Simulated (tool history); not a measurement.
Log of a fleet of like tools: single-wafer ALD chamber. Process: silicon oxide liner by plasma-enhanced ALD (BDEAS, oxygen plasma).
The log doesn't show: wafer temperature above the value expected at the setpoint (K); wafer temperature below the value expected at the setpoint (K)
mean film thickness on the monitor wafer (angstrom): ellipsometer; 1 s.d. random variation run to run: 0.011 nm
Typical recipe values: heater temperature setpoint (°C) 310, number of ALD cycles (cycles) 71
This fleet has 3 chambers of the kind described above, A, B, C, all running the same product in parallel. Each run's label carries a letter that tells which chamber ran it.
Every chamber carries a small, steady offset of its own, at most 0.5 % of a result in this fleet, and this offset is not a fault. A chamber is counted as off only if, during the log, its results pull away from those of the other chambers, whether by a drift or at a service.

run,day,heater temperature setpoint (°C),number of ALD cycles (cycles),hours since the last thermocouple change,"read-back reference wafer on the same gauge, thickness_nm",mean film thickness on the monitor wafer (angstrom)
1C,0.229,310,71,1014.6,6.0904,65.097
2A,0.375,310,71,1365,6.0858,65.025
3B,0.583,310,71,106.9,6.0852,65.278
4B,0.733,310,71,110.5,6.0847,65.558
5C,0.95,310,71,1031.9,6.0849,65.046
6A,1.142,310,71,1383.4,6.0866,64.935
7C,1.371,310,71,1042,6.0845,65.225
8B,1.588,310,71,131,6.0791,65.27
9A,1.717,310,71,1397.2,6.0804,64.744
10C,1.888,310,71,1054.4,6.0806,64.893
11B,2.117,310,71,143.7,6.0794,65.111
12A,2.304,310,71,1411.3,6.0794,64.759
13A,2.45,310,71,1414.8,6.0771,64.815
14C,2.654,310,71,1072.8,6.0721,64.885
15B,2.779,310,71,159.6,6.0755,65.109
16A,2.9,299,64,1425.6,6.0747,59.27
17C,3.1,299,64,1083.5,6.0716,59.509
18B,3.338,299,64,173,6.0718,59.699
19C,3.558,310,63,1094.5,6.0708,57.781
20A,3.688,310,63,1444.5,6.0688,57.29
21B,3.8,310,63,184.1,6.0696,57.86
22B,3.95,310,71,187.7,6.0692,65.146
23C,4.133,310,71,1108.3,6.0682,64.857
24A,4.271,310,71,1458.5,6.0657,64.753
25B,4.388,310,71,198.2,6.0672,65.006
26A,4.617,310,71,1466.8,6.0605,64.763
27C,4.804,318,66,1124.4,6.0663,59.558
28C,5.004,318,66,1129.2,6.0635,59.686
29A,5.158,318,66,1479.8,6.0599,59.221
30B,5.325,310,71,220.7,6.0629,65.081
31C,5.488,323,62,1140.8,6.0609,55.486
32A,5.658,323,62,1491.8,6.0602,55.436
33B,5.808,323,62,232.3,6.0613,55.593
34B,6.017,303,71,237.3,6.0556,65.695
35C,6.2,303,71,1157.9,6.0582,65.503
36A,6.346,303,71,1508.3,6.0564,65.373
37B,6.454,296,71,247.8,6.0576,67.062
38A,6.625,296,71,1515,6.0501,66.44
39C,6.812,296,71,1172.6,6.0504,66.444
40C,6.958,310,71,1176.1,6.0537,64.525
41B,7.133,310,71,264.1,6.0486,64.951

The same settings go to every chamber for the next run, one line per chamber below. Forecast the results for each:
42A,7.308,310,71,,,?
42B,7.308,310,71,,,?
42C,7.308,310,71,,,?

run,mean film thickness on the monitor wafer (angstrom)
42A,64.6
42B,64.921
42C,64.604
